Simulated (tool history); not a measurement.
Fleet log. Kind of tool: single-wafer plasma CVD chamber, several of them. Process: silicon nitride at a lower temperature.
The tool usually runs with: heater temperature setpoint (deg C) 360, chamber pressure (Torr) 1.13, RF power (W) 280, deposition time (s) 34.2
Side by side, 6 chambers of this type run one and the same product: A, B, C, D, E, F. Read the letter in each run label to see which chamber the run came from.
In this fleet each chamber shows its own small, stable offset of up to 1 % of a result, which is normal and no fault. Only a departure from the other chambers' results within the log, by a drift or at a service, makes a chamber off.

| run | day | heater temperature setpoint (deg C) | chamber pressure (Torr) | RF power (W) | deposition time (s) | hours since the last thermocouple change | hours since the last RF generator calibration | hours since the last manometer calibration | read-back reference wafer on the same gauge, thickness_nm | mean film thickness on the monitor wafer (nm) |
|---|---|---|---|---|---|---|---|---|---|---|
| 1F | 0.642 | 360 | 1.13 | 280 | 34.2 | 26.6 | 828.4 | 475.4 | 38.813 | 34.656 |
| 2C | 1.146 | 360 | 1.13 | 280 | 34.2 | 393.1 | 1269.7 | 2194.9 | 38.779 | 34.916 |
| 3A | 1.492 | 360 | 1.13 | 280 | 34.2 | 1153.8 | 451.5 | 2798.7 | 38.827 | 34.618 |
| 4B | 1.988 | 360 | 1.13 | 280 | 34.2 | 54.6 | 1313.8 | 530 | 38.809 | 34.692 |
| 5D | 2.604 | 360 | 1.13 | 280 | 34.2 | 1174.9 | 347.1 | 934.3 | 38.753 | 34.123 |
| 6E | 3.092 | 360 | 1.13 | 280 | 34.2 | 1667.3 | 1446.1 | 788.4 | 38.812 | 34.659 |
| 7A | 3.429 | 360 | 1.13 | 280 | 34.2 | 1200.3 | 498 | 2845.2 | 38.786 | 34.783 |
| 8D | 3.925 | 360 | 1.13 | 280 | 34.2 | 1206.6 | 378.8 | 966 | 38.798 | 34.184 |
|  | 4.283 | chamber A: capacitance manometer re-zeroed and calibrated |
| 9C | 4.388 | 360 | 1.13 | 280 | 34.2 | 470.9 | 1347.5 | 2272.7 | 38.808 | 34.536 |
| 10F | 4.733 | 360 | 1.13 | 280 | 34.2 | 124.8 | 926.6 | 573.6 | 38.811 | 34.499 |
| 11B | 5.254 | 360 | 1.13 | 280 | 34.2 | 133 | 1392.2 | 608.4 | 38.79 | 34.857 |
| 12E | 5.792 | 360 | 1.13 | 280 | 34.2 | 1732.1 | 1510.9 | 853.2 | 38.809 | 34.595 |
|  | 6.162 | chamber C: capacitance manometer re-zeroed and calibrated |
| 13D | 6.329 | 360 | 1.13 | 280 | 34.2 | 1264.3 | 436.5 | 1023.7 | 38.781 | 34.203 |
| 14C | 6.792 | 360 | 1.13 | 310 | 31.2 | 528.6 | 1405.2 | 15.2 | 38.829 | 34.203 |
| 15A | 7.25 | 360 | 1.13 | 310 | 31.2 | 1292 | 589.7 | 71.2 | 38.817 | 33.697 |
| 16F | 7.879 | 360 | 1.13 | 310 | 31.2 | 200.3 | 1002.1 | 649.1 | 38.806 | 33.458 |
| 17B | 8.45 | 360 | 1.13 | 310 | 31.2 | 209.7 | 1468.9 | 685.1 | 38.803 | 33.789 |
| 18E | 9.079 | 360 | 1.13 | 310 | 31.2 | 1811 | 1589.8 | 932.1 | 38.785 | 33.842 |
| 19D | 9.467 | 360 | 1.13 | 310 | 31.2 | 1339.6 | 511.8 | 1099 | 38.77 | 33.307 |
| 20C | 10.071 | 360 | 1.13 | 280 | 34.2 | 607.3 | 1483.9 | 93.9 | 38.764 | 34.71 |
| 21A | 10.558 | 360 | 1.13 | 280 | 34.2 | 1371.4 | 669.1 | 150.6 | 38.792 | 34.322 |
| 22B | 10.983 | 360 | 1.13 | 280 | 34.2 | 270.5 | 1529.7 | 745.9 | 38.808 | 34.46 |
| 23E | 11.4 | 360 | 1.13 | 280 | 34.2 | 1866.7 | 1645.5 | 987.8 | 38.792 | 34.351 |
| 24F | 11.925 | 360 | 1.13 | 280 | 34.2 | 297.4 | 1099.2 | 746.2 | 38.808 | 34.488 |
| 25D | 12.462 | 360 | 1.13 | 280 | 34.2 | 1411.5 | 583.7 | 1170.9 | 38.843 | 34.222 |
| 26B | 12.879 | 360 | 0.97 | 280 | 34.2 | 316 | 1575.2 | 791.4 | 38.828 | 32.574 |
| 27C | 13.508 | 360 | 0.97 | 280 | 34.2 | 689.8 | 1566.4 | 176.4 | 38.83 | 33.265 |
| 28F | 14.15 | 360 | 0.97 | 280 | 34.2 | 350.8 | 1152.6 | 799.6 | 38.818 | 32.778 |
| 29E | 14.488 | 360 | 0.97 | 280 | 34.2 | 1940.8 | 1719.6 | 1061.9 | 38.795 | 32.991 |
| 30A | 14.979 | 360 | 0.97 | 280 | 34.2 | 1477.5 | 775.2 | 256.7 | 38.809 | 32.872 |
| 31B | 15.312 | 360 | 0.97 | 280 | 34.2 | 374.4 | 1633.6 | 849.8 | 38.765 | 32.452 |
| 32D | 15.625 | 360 | 1.13 | 280 | 34.2 | 1487.4 | 659.6 | 1246.8 | 38.816 | 34.176 |
| 33F | 15.942 | 360 | 1.13 | 280 | 34.2 | 393.8 | 1195.6 | 842.6 | 38.806 | 34.564 |
| 34A | 16.408 | 360 | 1.13 | 280 | 34.2 | 1511.8 | 809.5 | 291 | 38.78 | 34.334 |
| 35C | 16.762 | 360 | 0.95 | 280 | 34.2 | 767.9 | 1644.5 | 254.5 | 38.847 | 32.959 |
| 36E | 17.283 | 360 | 0.95 | 280 | 34.2 | 2007.9 | 1786.7 | 1129 | 38.796 | 32.653 |
| 37B | 17.8 | 360 | 0.95 | 280 | 34.2 | 434.1 | 1693.3 | 909.5 | 38.777 | 31.649 |
|  | 17.825 | chamber E: RF generator calibrated |
| 38E | 18.358 | 360 | 0.95 | 280 | 34.2 | 2033.7 | 12.9 | 1154.8 | 38.841 | 32.64 |
| 39C | 18.738 | 360 | 0.95 | 280 | 34.2 | 815.3 | 1691.9 | 301.9 | 38.803 | 32.711 |
| 40D | 19.15 | 360 | 0.95 | 280 | 34.2 | 1572 | 744.2 | 1331.4 | 38.802 | 32.329 |
| 41F | 19.558 | 360 | 1.13 | 280 | 29.1 | 480.6 | 1282.4 | 929.4 | 38.792 | 29.347 |

Predict what each chamber gives when all 6 of them run the settings below next.
| 42A | 20.033 | 355 | 1.13 | 280 | 34.2 |  |  |  |  | ? |
| 42B | 20.033 | 355 | 1.13 | 280 | 34.2 |  |  |  |  | ? |
| 42C | 20.033 | 355 | 1.13 | 280 | 34.2 |  |  |  |  | ? |
| 42D | 20.033 | 355 | 1.13 | 280 | 34.2 |  |  |  |  | ? |
| 42E | 20.033 | 355 | 1.13 | 280 | 34.2 |  |  |  |  | ? |
| 42F | 20.033 | 355 | 1.13 | 280 | 34.2 |  |  |  |  | ? |

| run | mean film thickness on the monitor wafer (nm) |
|---|---|
| 42A | 34.6 |
| 42B | 33.429 |
| 42C | 34.621 |
| 42D | 34.413 |
| 42E | 34.511 |
| 42F | 34.47 |
